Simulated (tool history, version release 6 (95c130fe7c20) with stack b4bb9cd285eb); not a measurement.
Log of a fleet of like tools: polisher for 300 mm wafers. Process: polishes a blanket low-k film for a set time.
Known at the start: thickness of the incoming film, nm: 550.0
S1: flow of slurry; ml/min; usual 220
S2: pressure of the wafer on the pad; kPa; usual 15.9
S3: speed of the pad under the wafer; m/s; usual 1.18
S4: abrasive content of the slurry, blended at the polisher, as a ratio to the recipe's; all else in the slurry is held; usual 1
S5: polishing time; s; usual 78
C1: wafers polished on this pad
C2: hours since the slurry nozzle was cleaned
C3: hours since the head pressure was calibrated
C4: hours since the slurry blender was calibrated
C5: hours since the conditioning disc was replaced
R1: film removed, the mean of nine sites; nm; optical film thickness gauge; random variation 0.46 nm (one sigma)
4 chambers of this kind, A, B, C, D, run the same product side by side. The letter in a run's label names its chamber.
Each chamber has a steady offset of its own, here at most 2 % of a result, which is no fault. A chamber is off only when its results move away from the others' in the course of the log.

run   hour   S1    S2    S3  S4  S5    C1     C2     C3     C4     C5      R1
      10.4  -- chamber D: head pressure recalibrated
 1A   11.8  220  15.9  1.18   1  78   618  507.8  267.3  209.6  177.3  41.108
      25.6  -- chamber C: worn pad replaced by a new one
 2C   26.5  220  15.9  1.18   1  78     9    106   86.3  329.2  516.5  40.199
 3D   33.8  220  15.9  1.18   1  78   673  556.5   23.4     70  145.2  40.093
      39.7  -- chamber A: slurry nozzle cleaned
 4B   47.7  220  15.9  1.18   1  78   948  183.5  150.3  390.2   77.3  40.948
      48.7  -- chamber A: slurry blender recalibrated
      53.2  -- chamber D: conditioning disc replaced and pad reconditioned
      54.3  -- chamber B: slurry blender recalibrated
      60.2  -- chamber C: conditioning disc replaced and pad reconditioned
 5A     62  220  15.9  1.18   1  78  1109   22.4  317.5   13.4  227.5  40.257
      65.6  -- chamber D: worn pad replaced by a new one
      66.9  -- chamber A: worn pad replaced by a new one
 6D   70.8  220  15.9  1.18   1  78    51  593.5   60.4    107   17.6  41.445
 7C   84.3  220  15.9  1.18   1  78   574  163.8  144.1    387   24.2  40.039
      92.1  -- chamber B: worn pad replaced by a new one
 8B   98.2  220  15.9  1.18   1  78    60    234  200.8   43.9  127.8   40.19
 9C  105.3  220  15.9  1.18   1  78   779  184.8  165.1    408   45.2  39.589
10D  114.1  220  15.9  1.18   1  78   474  636.8  103.7  150.3   60.9  40.161
     117.1  -- chamber C: slurry blender recalibrated
11A  120.9  220  15.9  1.18   1  78   528   81.3  376.4   72.3  286.4  40.191
     127.2  -- chamber C: worn pad replaced by a new one
12B  133.5  220  15.9  1.18   1  78   405  269.3  236.1   79.2  163.1  40.643
13B  141.7  220  15.9  1.02   1  78   486  277.5  244.3   87.4  171.3  36.523
14D  152.9  220  15.9  1.02   1  78   854  675.6  142.5  189.1   99.7  35.503
     162.1  -- chamber D: worn pad replaced by a new one
15A    167  220  15.9  1.02   1  78   978  127.4  422.5  118.4  332.5  36.159
     174.5  -- chamber D: slurry nozzle cleaned
     175.6  -- chamber A: worn pad replaced by a new one
16C  176.3  220  15.9  1.02   1  78   480  255.8  236.1   59.2  116.2  35.454
     179.1  -- chamber D: conditioning disc replaced and pad reconditioned
17B  191.4  220  15.9  1.18   1  78   972  327.2    294  137.1    221  40.683
18C    199  220  15.9  1.18   1  78   702  278.5  258.8   81.9  138.9  39.617
19A  212.5  220  15.9  1.18   1  78   361  172.9    468  163.9    378  40.807
     224.9  -- chamber B: worn pad replaced by a new one
     225.6  -- chamber C: worn pad replaced by a new one
20D  225.9  220  15.9  1.18   1  78   624   51.5  215.5  262.1   46.8  39.649
21B  234.2  220  15.9  1.18   1  78    91    370  336.8  179.9  263.8  40.287
22A  241.8  220  15.9  1.18   1  78   648  202.2  497.3  193.2  407.3  41.087
23C  253.6  285  15.9  1.18   1  97   274  333.1  313.4  136.5  193.5  52.048
       255  -- chamber A: conditioning disc replaced and pad reconditioned
       258  -- chamber D: worn pad replaced by a new one
24D  263.3  285  15.9  1.18   1  97    52   88.9  252.9  299.5   84.2  49.096
     265.1  -- chamber A: slurry blender recalibrated
25B  272.6  285  15.9  1.18   1  97   466  408.4  375.2  218.3  302.2  51.928
     281.2  -- chamber C: slurry nozzle cleaned
26C  283.6  285  15.9  1.18   1  97   567    2.4  343.4  166.5  223.5  51.603
     285.3  -- chamber A: head pressure recalibrated
     289.5  -- chamber A: worn pad replaced by a new one
27D  295.2  220  13.1  1.46   1  78   364  120.8  284.8  331.4  116.1  37.684
28A  303.3  220  13.1  1.46   1  78   135  263.7   18.1   38.3   48.4  39.493
     306.2  -- chamber B: conditioning disc replaced and pad reconditioned
29D  313.4  220  13.1  1.46   1  78   542    139    303  349.6  134.3   36.96
     322.6  -- chamber C: worn pad replaced by a new one
30A  326.2  220  13.1  1.46   1  78   359  286.6     41   61.2   71.3  39.545
     326.5  -- chamber D: conditioning disc replaced and pad reconditioned
31C  336.5  220  15.9  1.18   1  78   136   55.3  396.3  219.4  276.4  41.204
     346.7  -- chamber B: worn pad replaced by a new one
32B  350.2  275  15.9  1.32   1  78    34    486  452.8  295.9   44.1  46.019
33D  357.6  275  15.9  1.32   1  78   974  183.2  347.2  393.8   31.1  40.931
     361.5  -- chamber D: worn pad replaced by a new one
34B  372.4  275  15.9  1.32   1  78   251  508.2    475  318.1   66.3  45.511
35A  382.2  275  15.9  1.32   1  78   906  342.6     97  117.2  127.3    45.8
36C  396.5  220  15.9  1.18   1  78   723  115.3  456.3  279.4  336.4  40.366
     398.4  -- chamber B: slurry blender recalibrated
37D  406.2  145  15.9  0.94   1  78   437  231.8  395.8  442.4   79.7   28.43
     409.1  -- chamber A: worn pad replaced by a new one
38A  414.8  145  15.9  0.94   1  78    56  375.2  129.6  149.8  159.9  31.349
     423.8  -- chamber C: worn pad replaced by a new one
39C    430  145  15.9  0.94   1  78    60  148.8  489.8  312.9  369.9  31.441
40B  441.1  145  15.9  0.94   1  78   923  576.9  543.7   42.8    135  31.143
     442.9  -- chamber D: worn pad replaced by a new one
41A  449.1  220  15.9  1.18   1  78   392  409.5  163.9  184.1  194.2  39.743
42D  456.5  220  15.9  1.18   1  78   133  282.1  446.1  492.7    130  35.176

Next, every chamber runs the same settings. What will each give?
43A  467.4  220  15.9  1.18   1  78                       ?
43B  467.4  220  15.9  1.18   1  78                       ?
43C  467.4  220  15.9  1.18   1  78                       ?
43D  467.4  220  15.9  1.18   1  78                       ?

run      R1
43A  40.314
43B   41.05
43C  40.283
43D  35.044
